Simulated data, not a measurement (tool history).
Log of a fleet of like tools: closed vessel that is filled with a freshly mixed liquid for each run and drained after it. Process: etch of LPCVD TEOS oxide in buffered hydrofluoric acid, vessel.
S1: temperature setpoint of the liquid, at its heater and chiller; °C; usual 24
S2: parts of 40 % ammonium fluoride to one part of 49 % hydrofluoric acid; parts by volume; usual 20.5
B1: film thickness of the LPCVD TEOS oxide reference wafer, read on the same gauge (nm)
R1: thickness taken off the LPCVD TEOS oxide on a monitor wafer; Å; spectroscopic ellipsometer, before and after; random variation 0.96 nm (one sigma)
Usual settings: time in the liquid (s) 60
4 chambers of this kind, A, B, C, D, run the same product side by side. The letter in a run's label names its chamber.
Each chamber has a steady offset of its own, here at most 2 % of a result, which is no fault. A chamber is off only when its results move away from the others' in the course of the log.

run 1A hour=8.2 | S1=24 S2=20.5 time_in_the_liquid_(s)=60 | B1=90.012 | R1=1056.9
run 2C hour=14.9 | S1=24 S2=20.5 time_in_the_liquid_(s)=60 | B1=89.999 | R1=1041.1
run 3D hour=18.7 | S1=24 S2=20.5 time_in_the_liquid_(s)=60 | B1=89.985 | R1=1036.5
run 4B hour=23.6 | S1=24 S2=20.5 time_in_the_liquid_(s)=60 | B1=89.972 | R1=1041.2
run 5D hour=28.6 | S1=24 S2=20.5 time_in_the_liquid_(s)=60 | B1=90.002 | R1=1039
run 6A hour=36.4 | S1=24 S2=20.5 time_in_the_liquid_(s)=60 | B1=89.982 | R1=1059.9
run 7C hour=44.8 | S1=24 S2=20.5 time_in_the_liquid_(s)=60 | B1=89.985 | R1=1038.5
run 8B hour=51.9 | S1=24 S2=20.5 time_in_the_liquid_(s)=60 | B1=89.972 | R1=1043.5
-- hour=52.4 chamber A: thermometer replaced
run 9B hour=59.5 | S1=24 S2=20.5 time_in_the_liquid_(s)=60 | B1=89.998 | R1=1043.1
run 10A hour=67.3 | S1=24 S2=20.5 time_in_the_liquid_(s)=60 | B1=90.009 | R1=1061.6
run 11C hour=74.3 | S1=24 S2=20.5 time_in_the_liquid_(s)=60 | B1=89.996 | R1=1032.2
run 12D hour=81.8 | S1=24 S2=20.5 time_in_the_liquid_(s)=60 | B1=89.993 | R1=1055.5
run 13C hour=88.3 | S1=24 S2=20.5 time_in_the_liquid_(s)=60 | B1=90.014 | R1=1041.3
run 14B hour=94.4 | S1=24 S2=20.5 time_in_the_liquid_(s)=60 | B1=90.008 | R1=1029.1
-- hour=95 chamber B: thermometer replaced
run 15D hour=101.8 | S1=24 S2=20.5 time_in_the_liquid_(s)=60 | B1=90.02 | R1=1045.7
run 16A hour=108.9 | S1=24 S2=16 time_in_the_liquid_(s)=50 | B1=89.975 | R1=1115.7
run 17A hour=117.2 | S1=24 S2=16 time_in_the_liquid_(s)=50 | B1=90.03 | R1=1123.5
run 18D hour=125.4 | S1=24 S2=16 time_in_the_liquid_(s)=50 | B1=89.99 | R1=1105.7
run 19B hour=129.8 | S1=24 S2=16 time_in_the_liquid_(s)=50 | B1=89.98 | R1=1094.6
run 20C hour=137.3 | S1=24 S2=20.5 time_in_the_liquid_(s)=60 | B1=89.976 | R1=1024.8
run 21A hour=141.7 | S1=24 S2=20.5 time_in_the_liquid_(s)=60 | B1=89.971 | R1=1057.3
run 22B hour=149 | S1=21 S2=20.5 time_in_the_liquid_(s)=60 | B1=89.996 | R1=881.19
run 23C hour=153.3 | S1=21 S2=20.5 time_in_the_liquid_(s)=60 | B1=89.997 | R1=876.25
run 24D hour=157.2 | S1=21 S2=20.5 time_in_the_liquid_(s)=60 | B1=89.964 | R1=881.74
-- hour=160.7 chamber C: thermometer replaced
run 25C hour=164.9 | S1=21 S2=20.5 time_in_the_liquid_(s)=60 | B1=89.992 | R1=874.16
run 26B hour=171.3 | S1=24 S2=20.5 time_in_the_liquid_(s)=60 | B1=89.985 | R1=1034.5
run 27A hour=178 | S1=21.5 S2=14 time_in_the_liquid_(s)=60 | B1=89.986 | R1=1361.5
run 28D hour=185.1 | S1=21.5 S2=14 time_in_the_liquid_(s)=60 | B1=90.036 | R1=1355.4
run 29A hour=189.2 | S1=21.5 S2=14 time_in_the_liquid_(s)=60 | B1=89.972 | R1=1348.3
run 30B hour=197.4 | S1=21.5 S2=14 time_in_the_liquid_(s)=60 | B1=89.974 | R1=1324.4
run 31D hour=204.9 | S1=24 S2=20.5 time_in_the_liquid_(s)=60 | B1=89.969 | R1=1045.5
run 32C hour=209.7 | S1=24 S2=20.5 time_in_the_liquid_(s)=60 | B1=90.026 | R1=1049.2
run 33D hour=216.3 | S1=20 S2=25.5 time_in_the_liquid_(s)=60 | B1=89.974 | R1=719.67
run 34A hour=222.7 | S1=20 S2=25.5 time_in_the_liquid_(s)=60 | B1=90.046 | R1=718.03
run 35B hour=226.4 | S1=20 S2=25.5 time_in_the_liquid_(s)=60 | B1=90.016 | R1=710.92
run 36C hour=231.4 | S1=20 S2=25.5 time_in_the_liquid_(s)=60 | B1=90.042 | R1=705.56
run 37C hour=237.4 | S1=24 S2=20.5 time_in_the_liquid_(s)=60 | B1=89.984 | R1=1038.7
run 38D hour=245.4 | S1=24 S2=20.5 time_in_the_liquid_(s)=60 | B1=90.014 | R1=1047.9

Is one chamber off against the others, does the gauge drift, or is nothing wrong? If a chamber is off, say which, and what the likeliest cause is.

No chamber stands off beyond its own small offset, and the gauge holds steady.

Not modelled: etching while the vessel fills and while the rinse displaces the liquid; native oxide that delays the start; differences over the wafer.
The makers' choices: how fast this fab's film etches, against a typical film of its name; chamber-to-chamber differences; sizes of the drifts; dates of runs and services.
